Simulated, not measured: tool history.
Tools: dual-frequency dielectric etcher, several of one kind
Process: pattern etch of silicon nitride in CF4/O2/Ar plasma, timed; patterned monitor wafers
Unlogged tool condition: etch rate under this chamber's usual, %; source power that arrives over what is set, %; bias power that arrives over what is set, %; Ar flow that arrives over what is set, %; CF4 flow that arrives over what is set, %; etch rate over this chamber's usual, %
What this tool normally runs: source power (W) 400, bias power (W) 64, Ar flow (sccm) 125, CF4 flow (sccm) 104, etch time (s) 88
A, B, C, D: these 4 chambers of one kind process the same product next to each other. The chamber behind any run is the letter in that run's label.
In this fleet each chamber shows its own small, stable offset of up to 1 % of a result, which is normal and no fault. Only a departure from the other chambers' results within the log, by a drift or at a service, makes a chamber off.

run	day	source power (W)	bias power (W)	Ar flow (sccm)	CF4 flow (sccm)	etch time (s)	hours since the last wet clean	hours since the last source power generator calibration	hours since the last bias power generator calibration	hours since the last Ar flow controller change	hours since the last CF4 flow controller change	read-back reference wafer on the same gauge, depth_nm	mean etch depth across the wafer (nm)
1B	0.142	400	64	125	104	88	122.6	527.4	1436.6	3319.8	4164.4	163.99	148.4
2A	0.25	400	64	125	104	88	242.5	4065.5	1501.5	44.4	3327.6	164.12	149.81
3D	0.358	400	64	125	104	88	519.2	980.7	2853.3	860.7	1485.2	163.85	149.33
4C	0.583	400	64	125	104	88	124.3	508.3	2442.7	355.4	24.9	164.2	147.12
5A	0.733	400	64	125	104	88	254.1	4077.1	1513.1	56	3339.2	164.07	148.12
6C	0.892	400	64	125	104	88	131.7	515.7	2450.1	362.8	32.3	164.16	146.16
7D	1.088	400	64	125	104	88	536.7	998.2	2870.8	878.2	1502.7	163.81	150.19
8B	1.254	400	64	125	104	88	149.3	554.1	1463.3	3346.5	4191.1	164.32	149.83
9A	1.388	470	64	125	104	88	269.8	4092.8	1528.8	71.7	3354.9	163.98	171.63
10C	1.608	470	64	125	104	88	148.9	532.9	2467.3	380	49.5	164.01	169.94
11D	1.762	470	64	125	104	88	552.9	1014.4	2887	894.4	1518.9	164.3	171.54
12B	1.892	470	64	125	104	88	164.6	569.4	1478.6	3361.8	4206.4	164.18	172.06
13B	2.096	400	64	125	104	88	169.5	574.3	1483.5	3366.7	4211.3	164.14	150.89
14C	2.271	400	64	125	104	88	164.8	548.8	2483.2	395.9	65.4	164.1	146.65
15D	2.446	400	64	125	104	88	569.3	1030.8	2903.4	910.8	1535.3	163.98	149.66
16A	2.588	400	64	125	104	88	298.6	4121.6	1557.6	100.5	3383.7	164.14	148.27
17D	2.729	400	64	125	104	88	576.1	1037.6	2910.2	917.6	1542.1	163.81	147.13
18C	2.875	400	64	125	104	88	179.3	563.3	2497.7	410.4	79.9	163.87	145.3
19A	3.079	400	64	125	104	88	310.4	4133.4	1569.4	112.3	3395.5	163.91	151.61
20B	3.288	400	64	125	104	88	198.1	602.9	1512.1	3395.3	4239.9	163.98	149.52
21C	3.496	400	64	125	104	88	194.2	578.2	2512.6	425.3	94.8	163.9	146.17
# day 3.688: chamber A: wet clean of the chamber
22A	3.7	400	64	153	104	88	0.3	4148.3	1584.3	127.2	3410.4	164.08	146.16
23D	3.808	400	64	153	104	88	602	1063.5	2936.1	943.5	1568	164.01	146.39
24B	3.946	400	64	153	104	88	213.9	618.7	1527.9	3411.1	4255.7	164.29	145.11

For the next run the whole fleet of 4 chambers uses the same settings. Give each chamber's results:
25A	4.108	400	64	125	81	88							?
25B	4.108	400	64	125	81	88							?
25C	4.108	400	64	125	81	88							?
25D	4.108	400	64	125	81	88							?

run	mean etch depth across the wafer (nm)
25A	144.45
25B	146.44
25C	142.61
25D	144.71
